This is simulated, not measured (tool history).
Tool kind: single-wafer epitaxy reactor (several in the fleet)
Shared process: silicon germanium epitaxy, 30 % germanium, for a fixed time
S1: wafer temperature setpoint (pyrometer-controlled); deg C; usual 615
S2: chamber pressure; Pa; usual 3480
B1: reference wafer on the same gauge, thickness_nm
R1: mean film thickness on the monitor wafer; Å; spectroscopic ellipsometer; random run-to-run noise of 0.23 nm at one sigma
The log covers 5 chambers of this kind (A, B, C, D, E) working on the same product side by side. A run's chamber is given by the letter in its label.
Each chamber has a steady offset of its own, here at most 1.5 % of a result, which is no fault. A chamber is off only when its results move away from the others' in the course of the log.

run,hour,S1,S2,B1,R1
1D,5,615,3480,85.347,861.94
2B,12,615,3480,85.322,858.04
3C,17.9,615,3480,85.281,852.66
4A,25.1,615,3480,85.268,863.48
5E,31.2,615,3480,85.305,847.03
6A,36.5,615,3480,85.255,859.1
7C,43,615,3480,85.362,854.67
8D,50,615,3480,85.324,865.72
# hour 50.5: chamber E: capacitance manometer re-zeroed and calibrated
9E,55.8,615,3480,85.284,846.77
10B,60.2,615,3480,85.289,858.93
11B,64.9,615,3480,85.321,861.41
12E,69,615,3480,85.287,848.2
13A,76,615,3480,85.333,862.47
14D,80.9,615,3480,85.26,863.85
# hour 84.4: chamber C: pyrometer calibrated
15C,86.4,629,3013,85.289,1031.5
16B,95.4,629,3013,85.284,1030.7
17D,103.1,629,3013,85.318,1045.5
18C,111.1,629,3013,85.297,1030.9
# hour 118.5: chamber D: capacitance manometer re-zeroed and calibrated
19E,120.4,629,3013,85.309,1026.3
20A,127.5,626,3480,85.272,1039.6
# hour 130.8: chamber B: pyrometer calibrated
21E,134,626,3480,85.297,1031.2
22C,141.1,626,3480,85.32,1035.2
23A,145.2,626,3480,85.313,1040.3
24D,153.3,626,3480,85.303,1047.5
25B,159.7,615,3480,85.358,892.99
26E,168.5,615,3480,85.286,848.15
27B,177.3,615,3480,85.327,891.54
28D,183,615,3480,85.296,859.61
29C,190.7,615,3480,85.338,859.22
30A,195.6,615,3480,85.377,856.83
31D,204.6,615,3480,85.33,857.98
32C,209.2,615,3480,85.38,856.5
33E,215.8,626,3760,85.233,1061.8
34B,221.6,626,3760,85.236,1104.5
35A,229.2,626,3760,85.211,1071.6
36C,233.4,626,3760,85.291,1072.5
37B,240.2,626,3760,85.237,1104.7
38E,249,615,3480,85.332,850.35
39D,255.9,615,3480,85.225,861.88

Next, all 5 chambers run the settings below, one line each with question marks for the results. What does each chamber give?
40A,262.6,615,3773,,?
40B,262.6,615,3773,,?
40C,262.6,615,3773,,?
40D,262.6,615,3773,,?
40E,262.6,615,3773,,?

run,R1
40A,889.55
40B,916.32
40C,882.82
40D,892.98
40E,871.99
